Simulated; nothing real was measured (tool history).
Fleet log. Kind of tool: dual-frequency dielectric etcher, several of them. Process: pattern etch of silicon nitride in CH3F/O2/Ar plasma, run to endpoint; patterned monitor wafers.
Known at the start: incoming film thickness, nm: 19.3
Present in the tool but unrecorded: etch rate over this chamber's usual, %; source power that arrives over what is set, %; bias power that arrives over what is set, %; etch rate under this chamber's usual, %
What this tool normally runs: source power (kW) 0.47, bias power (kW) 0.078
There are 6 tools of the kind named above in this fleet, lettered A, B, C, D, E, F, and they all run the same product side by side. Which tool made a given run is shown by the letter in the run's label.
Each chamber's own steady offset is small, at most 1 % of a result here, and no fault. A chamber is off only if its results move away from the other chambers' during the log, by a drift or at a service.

run	hour	source power (kW)	bias power (kW)	hours since the last wet clean	hours since the last source power generator calibration	hours since the last bias power generator calibration	endpoint time (s)
1C	4.6	0.47	0.078	318.1	679.7	462.8	25.715
2F	12.2	0.47	0.078	56.3	3267.5	1189.1	25.734
3A	19.1	0.47	0.078	537.8	115.8	1585.7	25.167
4E	23.3	0.47	0.078	472	2861.8	252.4	25.462
5B	30.4	0.47	0.078	100.5	226.7	1160.5	25.243
# hour 36.6: chamber A: wet clean of the chamber
6D	39.1	0.47	0.065	241.3	1652.4	4317.1	27.165
7C	45.4	0.47	0.065	358.9	720.5	503.6	27.216
8E	52.4	0.47	0.065	501.1	2890.9	281.5	27.373
9D	59.3	0.47	0.065	261.5	1672.6	4337.3	27.022
10A	65.6	0.47	0.065	29	162.3	1632.2	26.985
11B	69.7	0.47	0.065	139.8	266	1199.8	27.365
12F	75.4	0.47	0.078	119.5	3330.7	1252.3	25.377
13D	81.7	0.47	0.078	283.9	1695	4359.7	25.519
14B	86.2	0.47	0.078	156.3	282.5	1216.3	25.567
15C	93.1	0.47	0.078	406.6	768.2	551.3	25.829
16A	100.1	0.47	0.078	63.5	196.8	1666.7	25.328
17E	104.5	0.47	0.078	553.2	2943	333.6	25.787
18F	109.5	0.47	0.078	153.6	3364.8	1286.4	25.948
19A	113.3	0.37	0.067	76.7	210	1679.9	29.373
20D	117.5	0.37	0.067	319.7	1730.8	4395.5	29.448
21B	122.5	0.37	0.067	192.6	318.8	1252.6	29.474
22E	127.3	0.37	0.067	576	2965.8	356.4	29.337
23F	133.4	0.37	0.067	177.5	3388.7	1310.3	29.468
24C	139.6	0.37	0.067	453.1	814.7	597.8	29.826
25F	148.6	0.47	0.078	192.7	3403.9	1325.5	25.801
26C	155.1	0.47	0.078	468.6	830.2	613.3	25.701
27B	162.1	0.47	0.078	232.2	358.4	1292.2	25.136
28A	166.2	0.47	0.078	129.6	262.9	1732.8	25.647
29E	171.9	0.47	0.078	620.6	3010.4	401	25.58
# hour 175.7: chamber E: wet clean of the chamber
30D	179.7	0.47	0.078	381.9	1793	4457.7	25.365
31A	183.7	0.47	0.078	147.1	280.4	1750.3	25.448
32B	191	0.42	0.07	261.1	387.3	1321.1	27.72
33D	195.2	0.42	0.07	397.4	1808.5	4473.2	27.573
34E	200.2	0.42	0.07	24.5	3038.7	429.3	27.679
35F	204.1	0.42	0.07	248.2	3459.4	1381	27.623
36C	208.4	0.42	0.07	521.9	883.5	666.6	27.707
37E	214.4	0.42	0.07	38.7	3052.9	443.5	27.501
# hour 217.8: chamber D: wet clean of the chamber
# hour 218.4: chamber D: source power generator calibrated
38C	222.9	0.56	0.061	536.4	898	681.1	26.096
39D	227.6	0.56	0.061	9.8	9.2	4505.6	26.014
40A	231.9	0.56	0.061	195.3	328.6	1798.5	25.835
41B	240.3	0.56	0.061	310.4	436.6	1370.4	25.698
42F	244.7	0.56	0.061	288.8	3500	1421.6	26.524
43F	253	0.56	0.061	297.1	3508.3	1429.9	26.322

Is one chamber out of step, is the gauge drifting, or do the chambers differ by no more than their own small offsets? For an off chamber, give its letter and the likeliest cause.

Nothing is wrong: each chamber keeps only its own small, steady offset and the gauge holds still.
